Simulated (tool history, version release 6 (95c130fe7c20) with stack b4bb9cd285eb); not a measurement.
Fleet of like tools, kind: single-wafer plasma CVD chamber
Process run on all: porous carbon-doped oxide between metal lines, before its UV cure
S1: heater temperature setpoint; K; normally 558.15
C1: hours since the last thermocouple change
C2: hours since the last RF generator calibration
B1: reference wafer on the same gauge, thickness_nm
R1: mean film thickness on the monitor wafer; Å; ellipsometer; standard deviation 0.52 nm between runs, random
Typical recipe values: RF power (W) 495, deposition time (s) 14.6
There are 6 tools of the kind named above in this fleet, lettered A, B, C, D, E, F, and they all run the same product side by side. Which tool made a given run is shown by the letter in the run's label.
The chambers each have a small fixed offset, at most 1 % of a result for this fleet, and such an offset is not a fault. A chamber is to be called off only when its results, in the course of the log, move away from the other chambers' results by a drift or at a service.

{"run": "1D", "hour": 4.8, "S1": 558.15, "RF power (W)": 495, "deposition time (s)": 14.6, "C1": 1565.4, "C2": 138.1, "B1": 95.407, "R1": 870.35}
{"run": "2B", "hour": 9.7, "S1": 558.15, "RF power (W)": 495, "deposition time (s)": 14.6, "C1": 678.5, "C2": 503.2, "B1": 95.414, "R1": 875.98}
{"run": "3C", "hour": 17.2, "S1": 558.15, "RF power (W)": 495, "deposition time (s)": 14.6, "C1": 959.8, "C2": 369.5, "B1": 95.351, "R1": 874.07}
{"run": "4E", "hour": 23.7, "S1": 558.15, "RF power (W)": 495, "deposition time (s)": 14.6, "C1": 764.0, "C2": 821.2, "B1": 95.646, "R1": 876.77}
{"run": "5A", "hour": 27.3, "S1": 558.15, "RF power (W)": 495, "deposition time (s)": 14.6, "C1": 1503.1, "C2": 702.6, "B1": 95.395, "R1": 873.9}
{"run": "6F", "hour": 35.0, "S1": 558.15, "RF power (W)": 495, "deposition time (s)": 14.6, "C1": 1013.7, "C2": 286.5, "B1": 95.534, "R1": 875.13}
{"run": "7B", "hour": 40.3, "S1": 558.15, "RF power (W)": 495, "deposition time (s)": 14.6, "C1": 709.1, "C2": 533.8, "B1": 95.235, "R1": 878.36}
{"run": "8A", "hour": 47.3, "S1": 558.15, "RF power (W)": 495, "deposition time (s)": 14.6, "C1": 1523.1, "C2": 722.6, "B1": 95.416, "R1": 876.38}
{"run": "9F", "hour": 53.5, "S1": 558.15, "RF power (W)": 495, "deposition time (s)": 14.6, "C1": 1032.2, "C2": 305.0, "B1": 95.213, "R1": 888.65}
{"run": "10C", "hour": 60.1, "S1": 558.15, "RF power (W)": 495, "deposition time (s)": 14.6, "C1": 1002.7, "C2": 412.4, "B1": 95.331, "R1": 871.92}
{"run": "11E", "hour": 64.5, "S1": 558.15, "RF power (W)": 495, "deposition time (s)": 14.6, "C1": 804.8, "C2": 862.0, "B1": 95.37, "R1": 875.15}
{"run": "12D", "hour": 68.1, "S1": 558.15, "RF power (W)": 495, "deposition time (s)": 14.6, "C1": 1628.7, "C2": 201.4, "B1": 95.4, "R1": 873.14}
{"run": "13D", "hour": 73.3, "S1": 558.15, "RF power (W)": 495, "deposition time (s)": 14.6, "C1": 1633.9, "C2": 206.6, "B1": 95.535, "R1": 879.6}
{"run": "14B", "hour": 79.0, "S1": 572.15, "RF power (W)": 495, "deposition time (s)": 17.2, "C1": 747.8, "C2": 572.5, "B1": 95.345, "R1": 937.43}
{"run": "15F", "hour": 83.6, "S1": 572.15, "RF power (W)": 495, "deposition time (s)": 17.2, "C1": 1062.3, "C2": 335.1, "B1": 95.351, "R1": 945.57}
{"run": "16E", "hour": 90.8, "S1": 572.15, "RF power (W)": 495, "deposition time (s)": 17.2, "C1": 831.1, "C2": 888.3, "B1": 95.331, "R1": 939.36}
{"run": "17A", "hour": 97.3, "S1": 572.15, "RF power (W)": 495, "deposition time (s)": 17.2, "C1": 1573.1, "C2": 772.6, "B1": 95.278, "R1": 952.56}
{"run": "18C", "hour": 102.0, "S1": 572.15, "RF power (W)": 495, "deposition time (s)": 17.2, "C1": 1044.6, "C2": 454.3, "B1": 95.515, "R1": 939.04}
{"run": "19C", "hour": 106.5, "S1": 572.15, "RF power (W)": 495, "deposition time (s)": 17.2, "C1": 1049.1, "C2": 458.8, "B1": 95.384, "R1": 940.24}
{"run": "20D", "hour": 113.0, "S1": 558.15, "RF power (W)": 495, "deposition time (s)": 14.6, "C1": 1673.6, "C2": 246.3, "B1": 95.389, "R1": 876.15}
{"run": "21F", "hour": 121.0, "S1": 558.15, "RF power (W)": 495, "deposition time (s)": 14.6, "C1": 1099.7, "C2": 372.5, "B1": 95.273, "R1": 875.7}
{"run": "22E", "hour": 128.3, "S1": 558.15, "RF power (W)": 495, "deposition time (s)": 14.6, "C1": 868.6, "C2": 925.8, "B1": 95.431, "R1": 874.05}
{"run": "23A", "hour": 133.8, "S1": 558.15, "RF power (W)": 545, "deposition time (s)": 16.9, "C1": 1609.6, "C2": 809.1, "B1": 95.512, "R1": 1069.9}
{"run": "24B", "hour": 137.5, "S1": 558.15, "RF power (W)": 545, "deposition time (s)": 16.9, "C1": 806.3, "C2": 631.0, "B1": 95.338, "R1": 1057.2}
{"run": "25F", "hour": 142.0, "S1": 558.15, "RF power (W)": 545, "deposition time (s)": 16.9, "C1": 1120.7, "C2": 393.5, "B1": 95.216, "R1": 1081.4}
{"run": "26E", "hour": 149.1, "S1": 558.15, "RF power (W)": 545, "deposition time (s)": 16.9, "C1": 889.4, "C2": 946.6, "B1": 95.414, "R1": 1072.0}
{"run": "27C", "hour": 154.5, "S1": 558.15, "RF power (W)": 545, "deposition time (s)": 16.9, "C1": 1097.1, "C2": 506.8, "B1": 95.293, "R1": 1051.7}
{"run": "28A", "hour": 158.0, "S1": 558.15, "RF power (W)": 545, "deposition time (s)": 16.9, "C1": 1633.8, "C2": 833.3, "B1": 95.334, "R1": 1074.0}
{"run": "29D", "hour": 164.9, "S1": 558.15, "RF power (W)": 495, "deposition time (s)": 14.6, "C1": 1725.5, "C2": 298.2, "B1": 95.362, "R1": 870.03}
{"run": "30B", "hour": 173.0, "S1": 569.15, "RF power (W)": 495, "deposition time (s)": 14.6, "C1": 841.8, "C2": 666.5, "B1": 95.46, "R1": 817.42}
{"run": "31E", "hour": 176.7, "S1": 569.15, "RF power (W)": 495, "deposition time (s)": 14.6, "C1": 917.0, "C2": 974.2, "B1": 95.449, "R1": 820.47}
{"run": "32D", "hour": 183.8, "S1": 569.15, "RF power (W)": 495, "deposition time (s)": 14.6, "C1": 1744.4, "C2": 317.1, "B1": 95.208, "R1": 816.12}
{"run": "33B", "hour": 190.9, "S1": 569.15, "RF power (W)": 495, "deposition time (s)": 14.6, "C1": 859.7, "C2": 684.4, "B1": 95.436, "R1": 811.95}
{"run": "34A", "hour": 197.4, "S1": 569.15, "RF power (W)": 495, "deposition time (s)": 14.6, "C1": 1673.2, "C2": 872.7, "B1": 95.375, "R1": 821.19}
{"run": "35C", "hour": 204.5, "S1": 569.15, "RF power (W)": 495, "deposition time (s)": 14.6, "C1": 1147.1, "C2": 556.8, "B1": 95.427, "R1": 802.54}
{"run": "36F", "hour": 211.4, "S1": 558.15, "RF power (W)": 495, "deposition time (s)": 14.6, "C1": 1190.1, "C2": 462.9, "B1": 95.302, "R1": 879.69}
{"run": "37A", "hour": 218.9, "S1": 558.15, "RF power (W)": 495, "deposition time (s)": 14.6, "C1": 1694.7, "C2": 894.2, "B1": 95.415, "R1": 879.81}
{"run": "38B", "hour": 223.2, "S1": 558.15, "RF power (W)": 495, "deposition time (s)": 14.6, "C1": 892.0, "C2": 716.7, "B1": 95.39, "R1": 868.9}
{"run": "39D", "hour": 229.8, "S1": 558.15, "RF power (W)": 495, "deposition time (s)": 14.6, "C1": 1790.4, "C2": 363.1, "B1": 95.356, "R1": 881.07}
{"run": "40C", "hour": 234.9, "S1": 558.15, "RF power (W)": 495, "deposition time (s)": 14.6, "C1": 1177.5, "C2": 587.2, "B1": 95.401, "R1": 854.07}

Predict what each chamber gives when all 6 of them run the settings below next.
{"run": "41A", "hour": 240.8, "S1": 558.15, "RF power (W)": 495, "deposition time (s)": 16.2, "R1": "?"}
{"run": "41B", "hour": 240.8, "S1": 558.15, "RF power (W)": 495, "deposition time (s)": 16.2, "R1": "?"}
{"run": "41C", "hour": 240.8, "S1": 558.15, "RF power (W)": 495, "deposition time (s)": 16.2, "R1": "?"}
{"run": "41D", "hour": 240.8, "S1": 558.15, "RF power (W)": 495, "deposition time (s)": 16.2, "R1": "?"}
{"run": "41E", "hour": 240.8, "S1": 558.15, "RF power (W)": 495, "deposition time (s)": 16.2, "R1": "?"}
{"run": "41F", "hour": 240.8, "S1": 558.15, "RF power (W)": 495, "deposition time (s)": 16.2, "R1": "?"}

run=41A R1=965.54
run=41B R1=961.39
run=41C R1=944.46
run=41D R1=964.42
run=41E R1=972.24
run=41F R1=974.27
